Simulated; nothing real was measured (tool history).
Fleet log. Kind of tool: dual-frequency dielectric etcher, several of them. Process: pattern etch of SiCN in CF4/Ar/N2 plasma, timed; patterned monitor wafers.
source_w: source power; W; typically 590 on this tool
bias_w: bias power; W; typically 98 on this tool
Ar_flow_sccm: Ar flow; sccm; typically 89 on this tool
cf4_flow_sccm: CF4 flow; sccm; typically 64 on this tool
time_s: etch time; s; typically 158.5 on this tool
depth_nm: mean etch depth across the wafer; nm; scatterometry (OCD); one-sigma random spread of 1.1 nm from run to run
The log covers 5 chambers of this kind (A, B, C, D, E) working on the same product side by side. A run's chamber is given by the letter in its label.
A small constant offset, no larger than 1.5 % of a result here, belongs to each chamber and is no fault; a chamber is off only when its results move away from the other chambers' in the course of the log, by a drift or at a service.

run	hour	source_w	bias_w	Ar_flow_sccm	cf4_flow_sccm	time_s	read-back reference wafer on the same gauge, depth_nm	depth_nm
1A	12.3	590	98	89	64	158.5	215.19	193.02
2E	22.3	590	98	89	64	158.5	215.07	193.13
3D	30.4	590	98	89	64	158.5	214.77	195.58
4C	46.1	590	98	89	64	158.5	215.13	191.62
5B	55.1	590	98	89	64	158.5	214.86	194.31
6E	64.9	590	98	89	64	158.5	215.27	192.46
7B	72.7	590	98	89	64	158.5	215.17	194.07
8D	87.7	590	98	89	64	158.5	215.05	194.75
9A	95.9	590	98	89	64	158.5	215.13	194.68
10C	103	590	98	89	64	158.5	214.72	192.51
11C	116.3	590	98	89	64	158.5	215.29	193.92
12A	127.9	590	98	89	64	158.5	214.74	193.98
13E	135.3	590	98	89	64	158.5	215.36	194.06
# hour 135.5: chamber A: bias power generator calibrated
# hour 145.9: chamber A: wet clean of the chamber
14B	148.4	590	98	89	64	158.5	214.93	194.19
15D	157.3	530	117	89	64	158.5	215.27	190.68
16B	165.8	530	117	89	64	158.5	215.17	189.42
17C	174.9	530	117	89	64	158.5	214.86	189.21
18E	190.4	530	117	89	64	158.5	215.15	187.26
19D	204.2	530	117	89	64	158.5	214.85	189.97
20A	220.1	590	98	89	64	158.5	214.66	194.67
21C	232.6	590	98	89	64	158.5	215	192.79
22E	245.6	590	98	89	64	158.5	214.92	194.67
23D	259.8	590	98	89	64	158.5	215.25	196.39
24A	267	590	98	89	64	158.5	215.27	193.87
25B	278.2	590	98	89	64	158.5	215.37	193.82
# hour 278.6: chamber E: CF4 flow controller replaced
26E	292	590	98	89	64	158.5	214.92	191.7
27A	305.8	590	98	89	64	158.5	214.96	193.42
28D	317.7	540	98	101	64	158.5	215.12	176.79
29B	328	540	98	101	64	158.5	215.16	176.75
30C	335.8	540	98	101	64	158.5	215.29	176.88
# hour 343.3: chamber C: wet clean of the chamber
31E	344.6	540	98	101	64	158.5	214.89	174.64
32A	355.5	540	98	101	64	158.5	215.11	175
# hour 364.2: chamber B: source power generator calibrated
33D	368.3	590	98	89	64	158.5	214.95	195.58
# hour 372: chamber D: wet clean of the chamber
34B	376.8	590	98	89	64	158.5	215.08	193.84
35C	387.3	590	98	89	77	158.5	215.19	197.75
36C	398.3	590	98	89	77	158.5	215.04	195.99
# hour 403.2: chamber E: wet clean of the chamber
37D	412.8	590	98	89	77	158.5	215.07	200.49
# hour 418: chamber B: wet clean of the chamber
38B	420.3	590	98	89	77	158.5	215.11	199.57
39E	433.6	590	98	89	77	158.5	214.78	198.54
40A	448.7	590	98	89	64	158.5	215.15	196.54
41D	458.3	590	98	89	64	158.5	214.81	195.62
42A	468.5	460	98	103	64	158.5	214.95	153.08

All 5 chambers run these settings next. Forecast each chamber's results:
43A	480.1	590	98	89	64	158.5		?
43B	480.1	590	98	89	64	158.5		?
43C	480.1	590	98	89	64	158.5		?
43D	480.1	590	98	89	64	158.5		?
43E	480.1	590	98	89	64	158.5		?

run	depth_nm
43A	192.59
43B	196.44
43C	191.82
43D	198.13
43E	192.11
